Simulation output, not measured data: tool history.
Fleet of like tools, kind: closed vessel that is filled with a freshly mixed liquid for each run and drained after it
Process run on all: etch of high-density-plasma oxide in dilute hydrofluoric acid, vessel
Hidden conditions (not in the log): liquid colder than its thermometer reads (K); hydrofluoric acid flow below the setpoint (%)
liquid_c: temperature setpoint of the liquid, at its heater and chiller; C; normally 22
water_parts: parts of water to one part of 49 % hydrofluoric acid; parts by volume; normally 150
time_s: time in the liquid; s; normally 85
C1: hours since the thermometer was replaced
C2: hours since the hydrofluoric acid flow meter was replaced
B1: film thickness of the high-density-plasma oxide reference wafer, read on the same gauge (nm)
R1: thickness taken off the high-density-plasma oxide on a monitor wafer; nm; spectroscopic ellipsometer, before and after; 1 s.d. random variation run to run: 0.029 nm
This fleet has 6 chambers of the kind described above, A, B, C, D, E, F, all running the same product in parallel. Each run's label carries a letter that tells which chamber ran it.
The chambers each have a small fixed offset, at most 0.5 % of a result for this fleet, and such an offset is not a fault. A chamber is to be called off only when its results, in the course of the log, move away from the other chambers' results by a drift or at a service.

At day 0.108: chamber A: hydrofluoric acid flow meter replaced.
Run 1A, day 0.192: usual settings; C1 577.5; C2 2; B1 110. Result: R1 4.2364 nm.
Run 2E, day 0.317: usual settings; C1 94.2; C2 780; B1 110.02. Result: R1 4.2639 nm.
Run 3F, day 0.529: usual settings; C1 1055.1; C2 2573.7; B1 110.01. Result: R1 4.2862 nm.
Run 4B, day 0.633: usual settings; C1 710.1; C2 763.2; B1 109.98. Result: R1 4.3003 nm.
Run 5C, day 0.742: usual settings; C1 710; C2 705.7; B1 109.98. Result: R1 4.313 nm.
Run 6D, day 0.917: usual settings; C1 325.2; C2 537.2; B1 109.99. Result: R1 4.2803 nm.
Run 7D, day 1.058: usual settings; C1 328.6; C2 540.6; B1 109.99. Result: R1 4.2767 nm.
Run 8E, day 1.275: usual settings; C1 117.2; C2 803; B1 110. Result: R1 4.353 nm.
Run 9B, day 1.488: usual settings but time_s 50 s; C1 730.6; C2 783.7; B1 109.98. Result: R1 2.5287 nm.
Run 10F, day 1.717: usual settings but time_s 50 s; C1 1083.6; C2 2602.2; B1 110.02. Result: R1 2.5306 nm.
Run 11A, day 1.875: usual settings but time_s 50 s; C1 617.9; C2 42.4; B1 110.02. Result: R1 2.4915 nm.
Run 12C, day 2.088: usual settings but time_s 50 s; C1 742.3; C2 738; B1 110.02. Result: R1 2.4865 nm.
Run 13C, day 2.246: usual settings but time_s 50 s; C1 746.1; C2 741.8; B1 109.97. Result: R1 2.5267 nm.
Run 14D, day 2.421: usual settings but time_s 50 s; C1 361.3; C2 573.3; B1 110.01. Result: R1 2.4962 nm.
Run 15F, day 2.592: usual settings; C1 1104.6; C2 2623.2; B1 109.96. Result: R1 4.3119 nm.
Run 16E, day 2.729: usual settings; C1 152.1; C2 837.9; B1 110.02. Result: R1 4.2878 nm.
Run 17B, day 2.858: usual settings; C1 763.5; C2 816.6; B1 110.01. Result: R1 4.278 nm.
Run 18A, day 3.033: usual settings; C1 645.7; C2 70.2; B1 109.98. Result: R1 4.2715 nm.
Run 19C, day 3.212: usual settings; C1 769.3; C2 765; B1 109.98. Result: R1 4.274 nm.
Run 20B, day 3.433: usual settings; C1 777.3; C2 830.4; B1 110. Result: R1 4.2853 nm.
Run 21F, day 3.629: usual settings; C1 1129.5; C2 2648.1; B1 110.01. Result: R1 4.3081 nm.
Run 22E, day 3.821: usual settings; C1 178.3; C2 864.1; B1 110.01. Result: R1 4.3717 nm.
Run 23D, day 4.017: usual settings; C1 399.6; C2 611.6; B1 109.96. Result: R1 4.086 nm.
Run 24A, day 4.183: usual settings; C1 673.3; C2 97.8; B1 109.99. Result: R1 4.2914 nm.
Run 25A, day 4.396: usual settings; C1 678.4; C2 102.9; B1 110. Result: R1 4.3236 nm.
Run 26E, day 4.608: usual settings; C1 197.2; C2 883; B1 110.02. Result: R1 4.3039 nm.
Run 27F, day 4.733: usual settings; C1 1156; C2 2674.6; B1 110. Result: R1 4.3062 nm.
Run 28B, day 4.842: usual settings; C1 811.1; C2 864.2; B1 109.99. Result: R1 4.284 nm.
Run 29D, day 4.971: usual settings but liquid_c 20.5 C; C1 422.5; C2 634.5; B1 110.03. Result: R1 3.7703 nm.
Run 30C, day 5.1: usual settings but liquid_c 20.5 C; C1 814.6; C2 810.3; B1 110.03. Result: R1 4.028 nm.
Run 31D, day 5.254: usual settings but liquid_c 20.5 C; C1 429.3; C2 641.3; B1 109.99. Result: R1 3.7602 nm.
Run 32E, day 5.375: usual settings but liquid_c 20.5 C; C1 215.6; C2 901.4; B1 110.03. Result: R1 4.1214 nm.
At day 5.458: chamber B: thermometer replaced.
Run 33C, day 5.542: usual settings but liquid_c 20.5 C; C1 825.2; C2 820.9; B1 109.99. Result: R1 4.0265 nm.
Run 34B, day 5.717: usual settings but liquid_c 20.5 C; C1 6.3; C2 885.2; B1 110.02. Result: R1 4.0135 nm.
Run 35A, day 5.838: usual settings but time_s 40 s; C1 713; C2 137.5; B1 110. Result: R1 2.0139 nm.
Run 36F, day 6.042: usual settings but time_s 40 s; C1 1187.4; C2 2706; B1 110. Result: R1 2.0295 nm.
Run 37F, day 6.246: usual settings but time_s 40 s; C1 1192.3; C2 2710.9; B1 110.01. Result: R1 2.0143 nm.
Run 38D, day 6.367: usual settings but time_s 40 s; C1 456; C2 668; B1 110.02. Result: R1 1.8323 nm.
Run 39B, day 6.533: usual settings but time_s 40 s; C1 25.9; C2 904.8; B1 110. Result: R1 2.0127 nm.

All chambers now run identical settings, listed one chamber a line with results as question marks. What results will each chamber show?
Run 40A, day 6.7: usual settings but liquid_c 24.5 C. Result: R1 ?.
Run 40B, day 6.7: usual settings but liquid_c 24.5 C. Result: R1 ?.
Run 40C, day 6.7: usual settings but liquid_c 24.5 C. Result: R1 ?.
Run 40D, day 6.7: usual settings but liquid_c 24.5 C. Result: R1 ?.
Run 40E, day 6.7: usual settings but liquid_c 24.5 C. Result: R1 ?.
Run 40F, day 6.7: usual settings but liquid_c 24.5 C. Result: R1 ?.

run      R1
40A  4.7388
40B  4.7297
40C  4.6856
40D  4.2639
40E  4.7646
40F  4.7503

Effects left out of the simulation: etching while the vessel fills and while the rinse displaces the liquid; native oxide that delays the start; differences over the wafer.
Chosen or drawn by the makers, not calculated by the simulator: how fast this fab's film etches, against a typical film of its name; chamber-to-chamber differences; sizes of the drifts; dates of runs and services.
